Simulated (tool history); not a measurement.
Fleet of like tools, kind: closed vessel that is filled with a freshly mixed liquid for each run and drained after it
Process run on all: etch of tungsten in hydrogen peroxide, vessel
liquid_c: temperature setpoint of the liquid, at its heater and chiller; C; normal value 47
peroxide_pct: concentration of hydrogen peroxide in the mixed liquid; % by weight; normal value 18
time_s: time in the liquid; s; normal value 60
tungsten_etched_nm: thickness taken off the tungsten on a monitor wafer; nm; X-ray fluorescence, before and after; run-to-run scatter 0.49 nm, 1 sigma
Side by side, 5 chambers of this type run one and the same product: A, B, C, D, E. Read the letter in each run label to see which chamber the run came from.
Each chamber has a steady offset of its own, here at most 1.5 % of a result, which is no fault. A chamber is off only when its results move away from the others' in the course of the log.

run    day  liquid_c  peroxide_pct  time_s  read-back film thickness of the tungsten reference wafer, read on the same gauge (nm)  tungsten_etched_nm
 1B  0.171        47            18      60                                                                                 110.01                98.7
 2D  0.317        47            18      60                                                                                    110              98.079
 3C  0.462        47            18      60                                                                                    110              98.226
 4E  0.762        47            18      60                                                                                 110.04              97.223
 5A  1.025      40.5            18      60                                                                                 110.02              64.678
 6E  1.288      40.5            18      60                                                                                 110.01              65.309
 7A  1.571      40.5            18      60                                                                                 109.99              65.012
 8C  1.821      40.5            18      60                                                                                 110.03              64.542
 9D  2.021      40.5            18      60                                                                                 109.99              64.569
10B  2.225        47            18      60                                                                                    110              98.846
11B    2.5        47            18      60                                                                                 110.01              97.815
12E  2.738        47            18      60                                                                                 109.98              96.889
13A  2.879        47            18      60                                                                                 109.98              96.425
14C  3.154        47            18      60                                                                                 109.98              97.973
15D   3.35        47            18      60                                                                                 110.02               97.05
16D  3.558        47            18      60                                                                                    110              96.775
17C  3.696        47            18      60                                                                                 109.99              99.285
18E  3.996        47            18      60                                                                                 109.99              97.034
19B  4.288        47            18      60                                                                                 109.99              98.714
20A  4.462        47            18      60                                                                                 110.03              96.664
     4.638  -- chamber B: new drum of peroxide connected
21C  4.717        47            18      60                                                                                 110.01              98.941
22D  4.912        47            14      60                                                                                    110              86.085
23E  5.133        47            14      60                                                                                 109.98              85.589
24B  5.362        47            14      60                                                                                 109.96              86.558
25A  5.633        47            14      60                                                                                 110.02              86.244
26E  5.938        47            14      60                                                                                 110.02              85.786
27B  6.142        50            15      60                                                                                 109.99              107.28
28A  6.288        50            15      60                                                                                 110.01              107.27
29D  6.558        50            15      60                                                                                 109.99              107.72
30C  6.708        50            15      60                                                                                 109.99              110.61
31D  7.012        50            15      60                                                                                 110.05              107.65
32A  7.308      54.5            18      45                                                                                 109.97              115.16
33B  7.562      54.5            18      45                                                                                 110.02              114.56
34E  7.721      54.5            18      45                                                                                 109.98              114.16
35C  7.871      54.5            18      45                                                                                 110.02              118.08
36D  8.079      54.5            18      45                                                                                 109.97              116.21
     8.088  -- chamber C: peroxide flow meter replaced
37E  8.317        47            18      60                                                                                 109.99              97.034
38B  8.542        47            18      60                                                                                 109.99              97.765
39C  8.829        47            18      60                                                                                 110.01              103.59

All 5 chambers run these settings next. Forecast each chamber's results:
40A  9.05        47            18      60                                                                                                          ?
40B  9.05        47            18      60                                                                                                          ?
40C  9.05        47            18      60                                                                                                          ?
40D  9.05        47            18      60                                                                                                          ?
40E  9.05        47            18      60                                                                                                          ?

run  tungsten_etched_nm
40A              97.325
40B              98.871
40C              102.78
40D              97.241
40E              96.832
